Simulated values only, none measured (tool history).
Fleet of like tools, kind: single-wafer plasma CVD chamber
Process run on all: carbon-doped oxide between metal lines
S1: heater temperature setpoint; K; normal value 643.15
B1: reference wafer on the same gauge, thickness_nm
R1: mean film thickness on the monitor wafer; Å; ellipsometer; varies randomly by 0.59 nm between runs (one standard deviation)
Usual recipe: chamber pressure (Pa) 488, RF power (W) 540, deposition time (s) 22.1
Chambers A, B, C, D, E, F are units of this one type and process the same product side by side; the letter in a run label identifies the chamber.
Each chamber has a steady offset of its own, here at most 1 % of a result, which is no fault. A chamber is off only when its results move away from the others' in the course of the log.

-- day=0.050 chamber F: thermocouple changed; heater temperature recalibrated
run 1C day=0.217 | S1=643.15 chamber_pressure_(Pa)=488 RF_power_(W)=540 deposition_time_(s)=22.1 | B1=101.93 | R1=1093.10
run 2E day=0.362 | S1=643.15 chamber_pressure_(Pa)=488 RF_power_(W)=540 deposition_time_(s)=22.1 | B1=101.96 | R1=1099.60
run 3B day=0.517 | S1=643.15 chamber_pressure_(Pa)=488 RF_power_(W)=540 deposition_time_(s)=22.1 | B1=101.99 | R1=1094.10
run 4F day=0.696 | S1=643.15 chamber_pressure_(Pa)=488 RF_power_(W)=540 deposition_time_(s)=22.1 | B1=102.05 | R1=1087.40
run 5A day=0.954 | S1=643.15 chamber_pressure_(Pa)=488 RF_power_(W)=540 deposition_time_(s)=22.1 | B1=102.05 | R1=1090.70
run 6D day=1.125 | S1=643.15 chamber_pressure_(Pa)=488 RF_power_(W)=540 deposition_time_(s)=22.1 | B1=102.16 | R1=1096.60
-- day=1.162 chamber E: thermocouple changed; heater temperature recalibrated
run 7C day=1.283 | S1=643.15 chamber_pressure_(Pa)=407 RF_power_(W)=540 deposition_time_(s)=22.1 | B1=102.12 | R1=1060.40
run 8E day=1.425 | S1=643.15 chamber_pressure_(Pa)=407 RF_power_(W)=540 deposition_time_(s)=22.1 | B1=102.20 | R1=1064.40
run 9B day=1.704 | S1=643.15 chamber_pressure_(Pa)=407 RF_power_(W)=540 deposition_time_(s)=22.1 | B1=102.03 | R1=1070.40
run 10F day=1.908 | S1=643.15 chamber_pressure_(Pa)=407 RF_power_(W)=540 deposition_time_(s)=22.1 | B1=102.04 | R1=1077.80
run 11D day=2.117 | S1=643.15 chamber_pressure_(Pa)=407 RF_power_(W)=540 deposition_time_(s)=22.1 | B1=101.96 | R1=1067.80
run 12A day=2.342 | S1=643.15 chamber_pressure_(Pa)=407 RF_power_(W)=540 deposition_time_(s)=22.1 | B1=102.04 | R1=1064.60
run 13A day=2.475 | S1=643.15 chamber_pressure_(Pa)=488 RF_power_(W)=540 deposition_time_(s)=18.1 | B1=101.96 | R1=891.31
run 14C day=2.750 | S1=643.15 chamber_pressure_(Pa)=488 RF_power_(W)=540 deposition_time_(s)=18.1 | B1=102.00 | R1=889.31
run 15D day=2.950 | S1=643.15 chamber_pressure_(Pa)=488 RF_power_(W)=540 deposition_time_(s)=18.1 | B1=102.07 | R1=894.72
run 16E day=3.096 | S1=643.15 chamber_pressure_(Pa)=488 RF_power_(W)=540 deposition_time_(s)=18.1 | B1=101.99 | R1=899.66
run 17F day=3.321 | S1=643.15 chamber_pressure_(Pa)=488 RF_power_(W)=540 deposition_time_(s)=18.1 | B1=102.02 | R1=905.01
run 18B day=3.558 | S1=643.15 chamber_pressure_(Pa)=488 RF_power_(W)=540 deposition_time_(s)=18.1 | B1=102.01 | R1=903.65
run 19D day=3.696 | S1=643.15 chamber_pressure_(Pa)=488 RF_power_(W)=540 deposition_time_(s)=22.1 | B1=102.06 | R1=1082.20
run 20E day=3.958 | S1=643.15 chamber_pressure_(Pa)=488 RF_power_(W)=485 deposition_time_(s)=19.5 | B1=101.92 | R1=899.37
run 21C day=4.083 | S1=643.15 chamber_pressure_(Pa)=488 RF_power_(W)=485 deposition_time_(s)=19.5 | B1=101.94 | R1=898.51
run 22A day=4.288 | S1=643.15 chamber_pressure_(Pa)=488 RF_power_(W)=485 deposition_time_(s)=19.5 | B1=102.03 | R1=906.01
-- day=4.429 chamber A: capacitance manometer re-zeroed and calibrated
run 23F day=4.446 | S1=643.15 chamber_pressure_(Pa)=488 RF_power_(W)=485 deposition_time_(s)=19.5 | B1=102.03 | R1=902.46
run 24B day=4.692 | S1=643.15 chamber_pressure_(Pa)=488 RF_power_(W)=485 deposition_time_(s)=19.5 | B1=102.08 | R1=898.18
run 25F day=4.871 | S1=643.15 chamber_pressure_(Pa)=488 RF_power_(W)=485 deposition_time_(s)=19.5 | B1=101.99 | R1=907.83
run 26B day=5.000 | S1=643.15 chamber_pressure_(Pa)=488 RF_power_(W)=540 deposition_time_(s)=20.5 | B1=101.87 | R1=1001.10
run 27D day=5.229 | S1=643.15 chamber_pressure_(Pa)=488 RF_power_(W)=540 deposition_time_(s)=20.5 | B1=102.10 | R1=1015.30
run 28A day=5.354 | S1=643.15 chamber_pressure_(Pa)=488 RF_power_(W)=540 deposition_time_(s)=20.5 | B1=101.85 | R1=1016.00
run 29E day=5.588 | S1=643.15 chamber_pressure_(Pa)=488 RF_power_(W)=540 deposition_time_(s)=20.5 | B1=102.12 | R1=1029.50
run 30C day=5.725 | S1=643.15 chamber_pressure_(Pa)=488 RF_power_(W)=540 deposition_time_(s)=20.5 | B1=102.02 | R1=1003.60
run 31C day=5.892 | S1=643.15 chamber_pressure_(Pa)=488 RF_power_(W)=540 deposition_time_(s)=20.5 | B1=102.08 | R1=1012.90
run 32F day=6.100 | S1=643.15 chamber_pressure_(Pa)=488 RF_power_(W)=540 deposition_time_(s)=22.1 | B1=101.98 | R1=1089.80
run 33A day=6.350 | S1=643.15 chamber_pressure_(Pa)=488 RF_power_(W)=635 deposition_time_(s)=22.1 | B1=101.96 | R1=1201.80
run 34B day=6.542 | S1=643.15 chamber_pressure_(Pa)=488 RF_power_(W)=635 deposition_time_(s)=22.1 | B1=101.92 | R1=1200.40
run 35D day=6.767 | S1=643.15 chamber_pressure_(Pa)=488 RF_power_(W)=635 deposition_time_(s)=22.1 | B1=102.08 | R1=1208.20
run 36E day=6.933 | S1=643.15 chamber_pressure_(Pa)=488 RF_power_(W)=635 deposition_time_(s)=22.1 | B1=102.05 | R1=1205.30
run 37C day=7.150 | S1=643.15 chamber_pressure_(Pa)=488 RF_power_(W)=635 deposition_time_(s)=22.1 | B1=102.16 | R1=1194.70
run 38E day=7.362 | S1=643.15 chamber_pressure_(Pa)=488 RF_power_(W)=635 deposition_time_(s)=22.1 | B1=101.99 | R1=1204.40
run 39D day=7.621 | S1=643.15 chamber_pressure_(Pa)=488 RF_power_(W)=465 deposition_time_(s)=22.1 | B1=101.90 | R1=999.45
run 40A day=7.888 | S1=643.15 chamber_pressure_(Pa)=488 RF_power_(W)=465 deposition_time_(s)=22.1 | B1=102.09 | R1=990.84
run 41F day=8.058 | S1=643.15 chamber_pressure_(Pa)=488 RF_power_(W)=465 deposition_time_(s)=22.1 | B1=102.11 | R1=996.21

Has any chamber moved away from the others, gradually or after a service, or does the common gauge drift, or do the chambers differ only by their own small steady offsets? State the chamber and the most likely cause if one applies.

Beyond each chamber's small constant offset nothing stands out, and the gauge stays steady.
